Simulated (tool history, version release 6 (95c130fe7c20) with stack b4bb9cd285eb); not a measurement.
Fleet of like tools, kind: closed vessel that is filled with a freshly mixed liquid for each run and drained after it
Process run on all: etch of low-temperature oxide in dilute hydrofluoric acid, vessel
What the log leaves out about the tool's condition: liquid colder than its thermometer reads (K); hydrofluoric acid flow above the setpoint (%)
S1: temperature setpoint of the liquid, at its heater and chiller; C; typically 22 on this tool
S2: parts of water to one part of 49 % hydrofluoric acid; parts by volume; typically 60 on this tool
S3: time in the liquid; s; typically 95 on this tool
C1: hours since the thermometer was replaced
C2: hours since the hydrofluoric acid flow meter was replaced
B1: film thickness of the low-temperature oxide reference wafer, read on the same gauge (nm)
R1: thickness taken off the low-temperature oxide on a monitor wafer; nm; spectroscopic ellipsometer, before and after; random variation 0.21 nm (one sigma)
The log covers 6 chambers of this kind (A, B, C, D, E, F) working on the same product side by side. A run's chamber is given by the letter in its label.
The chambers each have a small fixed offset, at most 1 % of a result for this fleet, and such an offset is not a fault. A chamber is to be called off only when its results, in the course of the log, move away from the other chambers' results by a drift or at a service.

| run | day | S1 | S2 | S3 | C1 | C2 | B1 | R1 |
|---|---|---|---|---|---|---|---|---|
| 1B | 0.146 | 22 | 60 | 95 | 737 | 142.7 | 109.98 | 35.474 |
| 2A | 0.292 | 22 | 60 | 95 | 2390.3 | 609.1 | 110.02 | 35.699 |
| 3D | 0.446 | 22 | 60 | 95 | 452.4 | 1243.5 | 109.97 | 35.757 |
| 4C | 0.629 | 22 | 60 | 95 | 322.2 | 1875 | 109.97 | 35.901 |
| 5E | 0.775 | 22 | 60 | 95 | 582.6 | 246 | 109.98 | 35.141 |
| 6F | 0.971 | 22 | 60 | 95 | 397.2 | 228.2 | 110.01 | 35.404 |
| 7F | 1.162 | 22 | 60 | 95 | 401.8 | 232.8 | 109.99 | 35.26 |
| 8D | 1.388 | 22 | 60 | 95 | 475 | 1266.1 | 109.94 | 35.219 |
| 9E | 1.558 | 22 | 60 | 95 | 601.4 | 264.8 | 110 | 35.177 |
| 10B | 1.738 | 22 | 60 | 95 | 775.2 | 180.9 | 110.02 | 35.328 |
| 11C | 1.912 | 22 | 60 | 95 | 353 | 1905.8 | 110.02 | 35.973 |
| 12A | 2.1 | 22 | 60 | 95 | 2433.7 | 652.5 | 110 | 35.981 |
| 13D | 2.358 | 22 | 60 | 95 | 498.3 | 1289.4 | 109.99 | 35.934 |
| 14B | 2.533 | 22 | 60 | 95 | 794.3 | 200 | 109.98 | 35.226 |
| 15F | 2.729 | 22 | 60 | 95 | 439.4 | 270.4 | 109.99 | 35.118 |
| 16C | 2.879 | 23.5 | 60 | 95 | 376.2 | 1929 | 109.96 | 37.7 |
| 17E | 3.117 | 23.5 | 60 | 95 | 638.8 | 302.2 | 109.97 | 37.679 |
| 18A | 3.254 | 23.5 | 60 | 95 | 2461.4 | 680.2 | 110.02 | 37.739 |
| 19E | 3.492 | 23.5 | 60 | 95 | 647.8 | 311.2 | 109.96 | 37.657 |
| 20B | 3.708 | 23.5 | 60 | 95 | 822.5 | 228.2 | 110.03 | 37.704 |
| 21F | 3.858 | 23.5 | 60 | 95 | 466.5 | 297.5 | 109.98 | 37.333 |
| 22D | 4.092 | 22 | 60 | 95 | 539.9 | 1331 | 110.04 | 35.626 |
| 23C | 4.371 | 22 | 60 | 95 | 412 | 1964.8 | 110.03 | 35.275 |
| 24A | 4.558 | 22 | 60 | 95 | 2492.7 | 711.5 | 110.06 | 35.522 |
| 25E | 4.792 | 19.5 | 60 | 65 | 679 | 342.4 | 110.01 | 21.794 |
| 26B | 5.058 | 19.5 | 60 | 65 | 854.9 | 260.6 | 110 | 21.725 |
| 27D | 5.238 | 19.5 | 60 | 65 | 567.4 | 1358.5 | 110 | 21.775 |
| 28F | 5.425 | 19.5 | 60 | 65 | 504.1 | 335.1 | 109.98 | 21.592 |
| 29C | 5.642 | 19.5 | 60 | 65 | 442.5 | 1995.3 | 109.99 | 21.873 |
| 30A | 5.875 | 19.5 | 60 | 65 | 2524.3 | 743.1 | 110.02 | 22.079 |
| 31D | 6.15 | 22 | 60 | 70 | 589.3 | 1380.4 | 110 | 26.609 |
| 32F | 6.288 | 22 | 60 | 70 | 524.8 | 355.8 | 110.03 | 26.022 |
|  | 6.342 | chamber C: hydrofluoric acid flow meter replaced |
| 33A | 6.475 | 22 | 60 | 70 | 2538.7 | 757.5 | 110.01 | 26.615 |
| 34B | 6.688 | 22 | 60 | 70 | 894 | 299.7 | 110 | 26.254 |
| 35C | 6.892 | 22 | 60 | 70 | 472.5 | 13.2 | 110.04 | 26.081 |
| 36E | 7.033 | 22 | 60 | 70 | 732.8 | 396.2 | 109.97 | 26.188 |
| 37D | 7.312 | 22 | 60 | 95 | 617.2 | 1408.3 | 110.01 | 35.683 |

Read the log: is a single chamber off, either drifting away or since a service, is the gauge that measures every chamber drifting, or is nothing wrong beyond small per-chamber offsets? Name any odd chamber and what most likely caused it.

The fleet is healthy, with each chamber sitting at its usual small offset and no drift in the gauge.
